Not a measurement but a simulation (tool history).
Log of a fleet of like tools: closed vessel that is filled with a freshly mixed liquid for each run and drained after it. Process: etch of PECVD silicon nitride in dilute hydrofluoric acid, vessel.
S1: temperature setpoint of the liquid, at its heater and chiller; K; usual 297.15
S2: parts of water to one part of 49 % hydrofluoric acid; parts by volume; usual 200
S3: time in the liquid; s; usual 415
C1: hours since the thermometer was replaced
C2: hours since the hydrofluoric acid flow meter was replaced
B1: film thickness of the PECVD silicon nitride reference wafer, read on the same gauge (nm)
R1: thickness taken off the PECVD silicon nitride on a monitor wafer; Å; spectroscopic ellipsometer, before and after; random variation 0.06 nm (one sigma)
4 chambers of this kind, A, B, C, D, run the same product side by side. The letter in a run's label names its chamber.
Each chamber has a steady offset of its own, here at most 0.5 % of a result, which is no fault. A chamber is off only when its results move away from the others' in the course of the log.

run 1A hour=6.3 | S1=297.15 S2=200 S3=415 | C1=811.8 C2=1266.9 | B1=70.008 | R1=68.074
run 2D hour=13.8 | S1=297.15 S2=200 S3=415 | C1=1759.1 C2=488.0 | B1=70.055 | R1=68.468
run 3B hour=28.0 | S1=297.15 S2=200 S3=415 | C1=1041.4 C2=758.2 | B1=70.001 | R1=68.640
run 4C hour=36.4 | S1=297.15 S2=200 S3=415 | C1=2009.8 C2=563.7 | B1=70.013 | R1=68.296
run 5B hour=43.5 | S1=297.15 S2=200 S3=415 | C1=1056.9 C2=773.7 | B1=70.026 | R1=68.935
run 6A hour=54.4 | S1=297.15 S2=170 S3=415 | C1=859.9 C2=1315.0 | B1=69.985 | R1=80.909
run 7C hour=61.7 | S1=297.15 S2=170 S3=415 | C1=2035.1 C2=589.0 | B1=70.036 | R1=80.569
run 8D hour=68.1 | S1=297.15 S2=170 S3=415 | C1=1813.4 C2=542.3 | B1=69.992 | R1=81.497
run 9C hour=78.0 | S1=297.15 S2=170 S3=415 | C1=2051.4 C2=605.3 | B1=69.954 | R1=80.626
run 10B hour=91.0 | S1=297.15 S2=200 S3=415 | C1=1104.4 C2=821.2 | B1=69.982 | R1=69.035
run 11D hour=98.7 | S1=297.15 S2=200 S3=415 | C1=1844.0 C2=572.9 | B1=70.035 | R1=69.726
run 12A hour=107.7 | S1=297.15 S2=200 S3=415 | C1=913.2 C2=1368.3 | B1=69.972 | R1=67.939
-- hour=112.5 chamber B: hydrofluoric acid flow meter replaced
run 13C hour=118.9 | S1=297.15 S2=200 S3=415 | C1=2092.3 C2=646.2 | B1=70.011 | R1=67.862
run 14D hour=130.3 | S1=297.15 S2=200 S3=415 | C1=1875.6 C2=604.5 | B1=70.045 | R1=69.057
run 15A hour=138.0 | S1=297.15 S2=200 S3=415 | C1=943.5 C2=1398.6 | B1=70.004 | R1=66.849
run 16B hour=145.1 | S1=297.15 S2=200 S3=415 | C1=1158.5 C2=32.7 | B1=70.046 | R1=69.445
run 17D hour=158.5 | S1=297.15 S2=200 S3=415 | C1=1903.8 C2=632.7 | B1=69.969 | R1=68.961
run 18B hour=168.1 | S1=297.15 S2=200 S3=415 | C1=1181.5 C2=55.7 | B1=69.980 | R1=69.573
run 19A hour=182.3 | S1=297.15 S2=200 S3=415 | C1=987.8 C2=1442.9 | B1=70.000 | R1=64.396
run 20C hour=188.5 | S1=297.15 S2=200 S3=415 | C1=2161.9 C2=715.8 | B1=70.048 | R1=67.921
run 21B hour=202.8 | S1=297.15 S2=200 S3=415 | C1=1216.2 C2=90.4 | B1=70.048 | R1=69.552
run 22D hour=211.9 | S1=297.15 S2=200 S3=415 | C1=1957.2 C2=686.1 | B1=70.023 | R1=68.912
run 23A hour=220.2 | S1=297.15 S2=200 S3=415 | C1=1025.7 C2=1480.8 | B1=69.981 | R1=63.048
run 24C hour=230.0 | S1=297.15 S2=200 S3=415 | C1=2203.4 C2=757.3 | B1=69.959 | R1=67.825
run 25B hour=236.7 | S1=297.15 S2=200 S3=415 | C1=1250.1 C2=124.3 | B1=70.020 | R1=69.079
run 26C hour=246.1 | S1=297.15 S2=200 S3=415 | C1=2219.5 C2=773.4 | B1=70.015 | R1=67.990
run 27D hour=258.0 | S1=297.15 S2=200 S3=415 | C1=2003.3 C2=732.2 | B1=69.971 | R1=67.993

All 4 chambers run these settings next. Forecast each chamber's results:
run 28A hour=268.4 | S1=297.15 S2=200 S3=415 | R1=?
run 28B hour=268.4 | S1=297.15 S2=200 S3=415 | R1=?
run 28C hour=268.4 | S1=297.15 S2=200 S3=415 | R1=?
run 28D hour=268.4 | S1=297.15 S2=200 S3=415 | R1=?

run=28A R1=61.024
run=28B R1=68.138
run=28C R1=68.457
run=28D R1=68.424
